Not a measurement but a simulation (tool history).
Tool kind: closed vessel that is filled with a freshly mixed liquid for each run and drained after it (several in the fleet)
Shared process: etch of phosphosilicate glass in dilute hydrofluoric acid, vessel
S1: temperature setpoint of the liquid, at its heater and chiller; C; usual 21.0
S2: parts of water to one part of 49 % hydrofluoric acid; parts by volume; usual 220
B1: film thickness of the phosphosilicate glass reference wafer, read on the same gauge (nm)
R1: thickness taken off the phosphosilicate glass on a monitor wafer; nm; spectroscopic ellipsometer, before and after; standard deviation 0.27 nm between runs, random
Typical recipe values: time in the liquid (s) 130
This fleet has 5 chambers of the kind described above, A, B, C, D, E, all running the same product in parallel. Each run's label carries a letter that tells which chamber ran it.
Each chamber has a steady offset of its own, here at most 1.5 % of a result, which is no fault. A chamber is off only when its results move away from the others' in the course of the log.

{"run": "1B", "day": 0.146, "S1": 21.0, "S2": 220, "time in the liquid (s)": 130, "B1": 109.99, "R1": 31.355}
{"run": "2A", "day": 0.283, "S1": 21.0, "S2": 220, "time in the liquid (s)": 130, "B1": 110.0, "R1": 31.168}
{"run": "3C", "day": 0.471, "S1": 21.0, "S2": 220, "time in the liquid (s)": 130, "B1": 110.01, "R1": 31.684}
{"run": "4E", "day": 0.733, "S1": 21.0, "S2": 220, "time in the liquid (s)": 130, "B1": 110.02, "R1": 31.354}
{"run": "5D", "day": 0.921, "S1": 21.0, "S2": 220, "time in the liquid (s)": 130, "B1": 109.98, "R1": 31.818}
{"run": "6A", "day": 1.121, "S1": 21.0, "S2": 220, "time in the liquid (s)": 130, "B1": 110.01, "R1": 31.213}
{"run": "7D", "day": 1.338, "S1": 21.0, "S2": 220, "time in the liquid (s)": 130, "B1": 109.99, "R1": 31.62}
{"run": "8E", "day": 1.5, "S1": 21.0, "S2": 220, "time in the liquid (s)": 130, "B1": 110.02, "R1": 31.288}
{"run": "9C", "day": 1.725, "S1": 21.0, "S2": 220, "time in the liquid (s)": 130, "B1": 110.03, "R1": 31.437}
{"run": "10B", "day": 1.996, "S1": 21.0, "S2": 220, "time in the liquid (s)": 130, "B1": 109.99, "R1": 31.184}
{"run": "11B", "day": 2.229, "S1": 21.0, "S2": 220, "time in the liquid (s)": 130, "B1": 110.01, "R1": 31.132}
{"run": "12A", "day": 2.396, "S1": 21.0, "S2": 220, "time in the liquid (s)": 130, "B1": 110.01, "R1": 30.842}
{"run": "13C", "day": 2.542, "S1": 23.5, "S2": 220, "time in the liquid (s)": 130, "B1": 110.0, "R1": 34.791}
{"run": "14D", "day": 2.667, "S1": 23.5, "S2": 220, "time in the liquid (s)": 130, "B1": 109.99, "R1": 34.944}
{"run": "15E", "day": 2.829, "S1": 23.5, "S2": 220, "time in the liquid (s)": 130, "B1": 109.99, "R1": 34.825}
{"run": "16E", "day": 3.058, "S1": 23.5, "S2": 220, "time in the liquid (s)": 130, "B1": 109.96, "R1": 34.06}
{"run": "17A", "day": 3.242, "S1": 23.5, "S2": 220, "time in the liquid (s)": 130, "B1": 109.99, "R1": 33.767}
{"run": "18D", "day": 3.433, "S1": 21.0, "S2": 220, "time in the liquid (s)": 130, "B1": 109.99, "R1": 31.839}
{"day": 3.454, "done": "chamber A: hydrofluoric acid flow meter replaced"}
{"run": "19B", "day": 3.65, "S1": 19.5, "S2": 120, "time in the liquid (s)": 130, "B1": 110.01, "R1": 59.403}
{"run": "20C", "day": 3.812, "S1": 19.5, "S2": 120, "time in the liquid (s)": 130, "B1": 110.01, "R1": 59.072}
{"run": "21C", "day": 3.996, "S1": 19.5, "S2": 120, "time in the liquid (s)": 130, "B1": 109.99, "R1": 59.092}
{"run": "22E", "day": 4.25, "S1": 19.5, "S2": 120, "time in the liquid (s)": 130, "B1": 110.01, "R1": 61.18}
{"run": "23D", "day": 4.467, "S1": 19.5, "S2": 120, "time in the liquid (s)": 130, "B1": 110.0, "R1": 64.432}
{"run": "24B", "day": 4.6, "S1": 21.0, "S2": 180, "time in the liquid (s)": 205, "B1": 110.01, "R1": 62.65}
{"day": 4.646, "done": "chamber B: hydrofluoric acid flow meter replaced"}
{"run": "25A", "day": 4.758, "S1": 21.0, "S2": 180, "time in the liquid (s)": 205, "B1": 110.0, "R1": 62.582}
{"run": "26E", "day": 4.9, "S1": 21.0, "S2": 180, "time in the liquid (s)": 205, "B1": 109.99, "R1": 63.44}
{"day": 5.046, "done": "chamber D: hydrofluoric acid flow meter replaced"}
{"run": "27B", "day": 5.15, "S1": 21.0, "S2": 180, "time in the liquid (s)": 205, "B1": 110.01, "R1": 62.788}
{"run": "28A", "day": 5.408, "S1": 21.0, "S2": 180, "time in the liquid (s)": 205, "B1": 110.01, "R1": 62.608}
{"run": "29D", "day": 5.575, "S1": 21.0, "S2": 220, "time in the liquid (s)": 130, "B1": 109.98, "R1": 33.42}
{"run": "30C", "day": 5.758, "S1": 21.0, "S2": 220, "time in the liquid (s)": 130, "B1": 110.05, "R1": 31.665}
{"run": "31C", "day": 6.021, "S1": 21.0, "S2": 220, "time in the liquid (s)": 130, "B1": 110.01, "R1": 31.174}
{"run": "32E", "day": 6.258, "S1": 21.0, "S2": 220, "time in the liquid (s)": 130, "B1": 110.02, "R1": 31.354}
{"run": "33A", "day": 6.396, "S1": 25.5, "S2": 220, "time in the liquid (s)": 130, "B1": 109.99, "R1": 37.22}

All 5 chambers run these settings next. Forecast each chamber's results:
{"run": "34A", "day": 6.592, "S1": 21.0, "S2": 220, "time in the liquid (s)": 130, "R1": "?"}
{"run": "34B", "day": 6.592, "S1": 21.0, "S2": 220, "time in the liquid (s)": 130, "R1": "?"}
{"run": "34C", "day": 6.592, "S1": 21.0, "S2": 220, "time in the liquid (s)": 130, "R1": "?"}
{"run": "34D", "day": 6.592, "S1": 21.0, "S2": 220, "time in the liquid (s)": 130, "R1": "?"}
{"run": "34E", "day": 6.592, "S1": 21.0, "S2": 220, "time in the liquid (s)": 130, "R1": "?"}

run=34A R1=31.660
run=34B R1=31.666
run=34C R1=31.540
run=34D R1=33.761
run=34E R1=31.297
